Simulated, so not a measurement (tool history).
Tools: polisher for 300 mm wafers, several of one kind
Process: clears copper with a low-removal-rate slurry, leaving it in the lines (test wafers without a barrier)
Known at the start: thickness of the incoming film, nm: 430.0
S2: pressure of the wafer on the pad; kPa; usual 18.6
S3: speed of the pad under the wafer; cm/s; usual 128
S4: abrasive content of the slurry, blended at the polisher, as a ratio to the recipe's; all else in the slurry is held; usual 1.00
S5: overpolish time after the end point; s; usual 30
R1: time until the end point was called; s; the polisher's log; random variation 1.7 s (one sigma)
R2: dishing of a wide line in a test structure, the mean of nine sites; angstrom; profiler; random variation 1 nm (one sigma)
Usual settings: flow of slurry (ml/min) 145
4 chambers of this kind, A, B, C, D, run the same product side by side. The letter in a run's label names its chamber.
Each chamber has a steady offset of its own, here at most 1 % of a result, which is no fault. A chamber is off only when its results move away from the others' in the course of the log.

{"run": "1C", "day": 0.367, "flow of slurry (ml/min)": 145, "S2": 18.6, "S3": 128, "S4": 1.0, "S5": 30, "R1": 130.85, "R2": 510.86}
{"day": 0.592, "done": "chamber D: slurry blender recalibrated"}
{"run": "2B", "day": 0.962, "flow of slurry (ml/min)": 145, "S2": 18.6, "S3": 128, "S4": 1.0, "S5": 30, "R1": 130.57, "R2": 528.79}
{"run": "3D", "day": 1.338, "flow of slurry (ml/min)": 145, "S2": 18.6, "S3": 128, "S4": 1.0, "S5": 30, "R1": 129.56, "R2": 526.95}
{"day": 1.421, "done": "chamber D: worn pad replaced by a new one"}
{"run": "4A", "day": 1.938, "flow of slurry (ml/min)": 145, "S2": 18.6, "S3": 128, "S4": 1.0, "S5": 30, "R1": 128.91, "R2": 497.7}
{"run": "5A", "day": 2.321, "flow of slurry (ml/min)": 145, "S2": 18.6, "S3": 128, "S4": 1.0, "S5": 30, "R1": 130.93, "R2": 510.47}
{"run": "6D", "day": 2.808, "flow of slurry (ml/min)": 145, "S2": 18.6, "S3": 128, "S4": 1.0, "S5": 30, "R1": 131.21, "R2": 529.91}
{"day": 2.817, "done": "chamber C: slurry blender recalibrated"}
{"run": "7C", "day": 3.15, "flow of slurry (ml/min)": 145, "S2": 18.6, "S3": 128, "S4": 1.2, "S5": 30, "R1": 127.09, "R2": 523.69}
{"run": "8B", "day": 3.733, "flow of slurry (ml/min)": 145, "S2": 18.6, "S3": 128, "S4": 1.2, "S5": 30, "R1": 124.62, "R2": 528.11}
{"day": 4.004, "done": "chamber B: worn pad replaced by a new one"}
{"run": "9B", "day": 4.029, "flow of slurry (ml/min)": 145, "S2": 18.6, "S3": 128, "S4": 1.2, "S5": 30, "R1": 125.72, "R2": 522.05}
{"day": 4.179, "done": "chamber C: worn pad replaced by a new one"}
{"run": "10D", "day": 4.629, "flow of slurry (ml/min)": 145, "S2": 18.6, "S3": 128, "S4": 1.2, "S5": 30, "R1": 126.4, "R2": 518.43}
{"day": 4.792, "done": "chamber C: slurry nozzle cleaned"}
{"day": 4.9, "done": "chamber B: slurry blender recalibrated"}
{"run": "11C", "day": 5.179, "flow of slurry (ml/min)": 145, "S2": 15.9, "S3": 128, "S4": 1.25, "S5": 30, "R1": 146.14, "R2": 465.64}
{"day": 5.442, "done": "chamber A: worn pad replaced by a new one"}
{"run": "12A", "day": 5.654, "flow of slurry (ml/min)": 145, "S2": 15.9, "S3": 128, "S4": 1.25, "S5": 30, "R1": 146.95, "R2": 468.16}
{"run": "13B", "day": 6.108, "flow of slurry (ml/min)": 145, "S2": 15.9, "S3": 128, "S4": 1.25, "S5": 30, "R1": 144.52, "R2": 473.33}
{"day": 6.475, "done": "chamber D: worn pad replaced by a new one"}
{"run": "14D", "day": 6.596, "flow of slurry (ml/min)": 145, "S2": 15.9, "S3": 128, "S4": 1.25, "S5": 30, "R1": 149.54, "R2": 469.39}
{"run": "15C", "day": 6.929, "flow of slurry (ml/min)": 145, "S2": 18.6, "S3": 128, "S4": 1.0, "S5": 30, "R1": 131.57, "R2": 506.53}
{"run": "16A", "day": 7.483, "flow of slurry (ml/min)": 145, "S2": 18.6, "S3": 128, "S4": 1.0, "S5": 30, "R1": 132.28, "R2": 525.14}
{"run": "17D", "day": 7.983, "flow of slurry (ml/min)": 145, "S2": 18.6, "S3": 128, "S4": 1.0, "S5": 30, "R1": 133.58, "R2": 505.08}
{"day": 8.138, "done": "chamber C: slurry blender recalibrated"}
{"run": "18C", "day": 8.429, "flow of slurry (ml/min)": 145, "S2": 18.6, "S3": 128, "S4": 1.0, "S5": 30, "R1": 130.82, "R2": 501.26}
{"run": "19A", "day": 8.775, "flow of slurry (ml/min)": 145, "S2": 18.6, "S3": 128, "S4": 1.0, "S5": 30, "R1": 131.48, "R2": 504.91}
{"run": "20B", "day": 9.279, "flow of slurry (ml/min)": 145, "S2": 18.6, "S3": 128, "S4": 1.1, "S5": 18, "R1": 126.5, "R2": 358.46}
{"day": 9.504, "done": "chamber A: head pressure recalibrated"}
{"run": "21A", "day": 9.629, "flow of slurry (ml/min)": 145, "S2": 18.6, "S3": 128, "S4": 1.1, "S5": 18, "R1": 126.98, "R2": 355.9}
{"day": 9.742, "done": "chamber A: slurry blender recalibrated"}
{"run": "22D", "day": 9.942, "flow of slurry (ml/min)": 145, "S2": 18.6, "S3": 128, "S4": 1.1, "S5": 18, "R1": 135.45, "R2": 364.0}
{"day": 10.046, "done": "chamber B: worn pad replaced by a new one"}
{"day": 10.142, "done": "chamber C: worn pad replaced by a new one"}
{"day": 10.417, "done": "chamber A: worn pad replaced by a new one"}
{"day": 10.425, "done": "chamber D: head pressure recalibrated"}
{"run": "23C", "day": 10.5, "flow of slurry (ml/min)": 145, "S2": 18.6, "S3": 128, "S4": 1.1, "S5": 18, "R1": 124.46, "R2": 367.88}
{"run": "24B", "day": 11.121, "flow of slurry (ml/min)": 145, "S2": 18.6, "S3": 128, "S4": 1.0, "S5": 30, "R1": 132.58, "R2": 533.23}
{"day": 11.454, "done": "chamber A: slurry nozzle cleaned"}
{"run": "25C", "day": 11.579, "flow of slurry (ml/min)": 145, "S2": 18.6, "S3": 128, "S4": 1.0, "S5": 30, "R1": 132.06, "R2": 518.48}
{"run": "26A", "day": 11.95, "flow of slurry (ml/min)": 145, "S2": 18.6, "S3": 128, "S4": 1.0, "S5": 30, "R1": 132.11, "R2": 528.39}
{"day": 12.004, "done": "chamber D: worn pad replaced by a new one"}
{"day": 12.346, "done": "chamber C: slurry blender recalibrated"}
{"run": "27D", "day": 12.617, "flow of slurry (ml/min)": 145, "S2": 21.4, "S3": 92, "S4": 1.0, "S5": 30, "R1": 161.95, "R2": 451.65}
{"run": "28B", "day": 13.017, "flow of slurry (ml/min)": 145, "S2": 21.4, "S3": 92, "S4": 1.0, "S5": 30, "R1": 160.63, "R2": 437.51}
{"day": 13.033, "done": "chamber D: slurry blender recalibrated"}
{"run": "29A", "day": 13.554, "flow of slurry (ml/min)": 145, "S2": 21.4, "S3": 92, "S4": 1.0, "S5": 30, "R1": 154.67, "R2": 450.7}
{"day": 13.675, "done": "chamber B: slurry nozzle cleaned"}
{"run": "30B", "day": 13.933, "flow of slurry (ml/min)": 145, "S2": 21.4, "S3": 92, "S4": 1.0, "S5": 30, "R1": 156.51, "R2": 451.0}
{"run": "31D", "day": 14.604, "flow of slurry (ml/min)": 145, "S2": 16.5, "S3": 128, "S4": 1.0, "S5": 30, "R1": 157.19, "R2": 447.38}
{"run": "32C", "day": 15.021, "flow of slurry (ml/min)": 145, "S2": 16.5, "S3": 128, "S4": 1.0, "S5": 30, "R1": 141.66, "R2": 481.62}
{"day": 15.458, "done": "chamber B: worn pad replaced by a new one"}
{"run": "33C", "day": 15.471, "flow of slurry (ml/min)": 145, "S2": 16.5, "S3": 128, "S4": 1.0, "S5": 30, "R1": 151.07, "R2": 476.42}
{"run": "34B", "day": 15.904, "flow of slurry (ml/min)": 145, "S2": 16.5, "S3": 128, "S4": 1.0, "S5": 30, "R1": 145.22, "R2": 476.0}

What goes on in this fleet: one chamber off, a drifting gauge, or nothing beyond the chambers' own small offsets? Name the chamber and the cause, if any.

Chamber D drifts away from the others.
Cause: slurry flow missing at the pad, % = 37.8.

Here are 4 candidates for chamber D's next run, each the usual settings with a change, their results left as question marks. Which one brings its results back in line with what the others give on the usual settings?
In line means no further than this from the other chambers' mean on the usual settings: R1 6.20 s; R2 35.00 angstrom
{"run": "35D-1", "day": 16.383, "flow of slurry (ml/min)": 145, "S2": 17.9, "S3": 122, "S4": 1.0, "S5": 31, "R1": "?", "R2": "?"}
{"run": "35D-2", "day": 16.383, "flow of slurry (ml/min)": 140, "S2": 17.2, "S3": 118, "S4": 1.0, "S5": 31, "R1": "?", "R2": "?"}
{"run": "35D-3", "day": 16.383, "flow of slurry (ml/min)": 150, "S2": 20.0, "S3": 140, "S4": 1.0, "S5": 29, "R1": "?", "R2": "?"}
{"run": "35D-4", "day": 16.383, "flow of slurry (ml/min)": 145, "S2": 19.3, "S3": 134, "S4": 1.0, "S5": 29, "R1": "?", "R2": "?"}

The other chambers' mean on the usual settings: R1 130.59 s; R2 510.06 angstrom
run=35D-1 R1=154.24 R2=462.64
run=35D-2 R1=167.46 R2=436.91
run=35D-3 R1=119.48 R2=525.08
run=35D-4 R1=130.44 R2=496.31
35D-4 brings the chamber back in line.
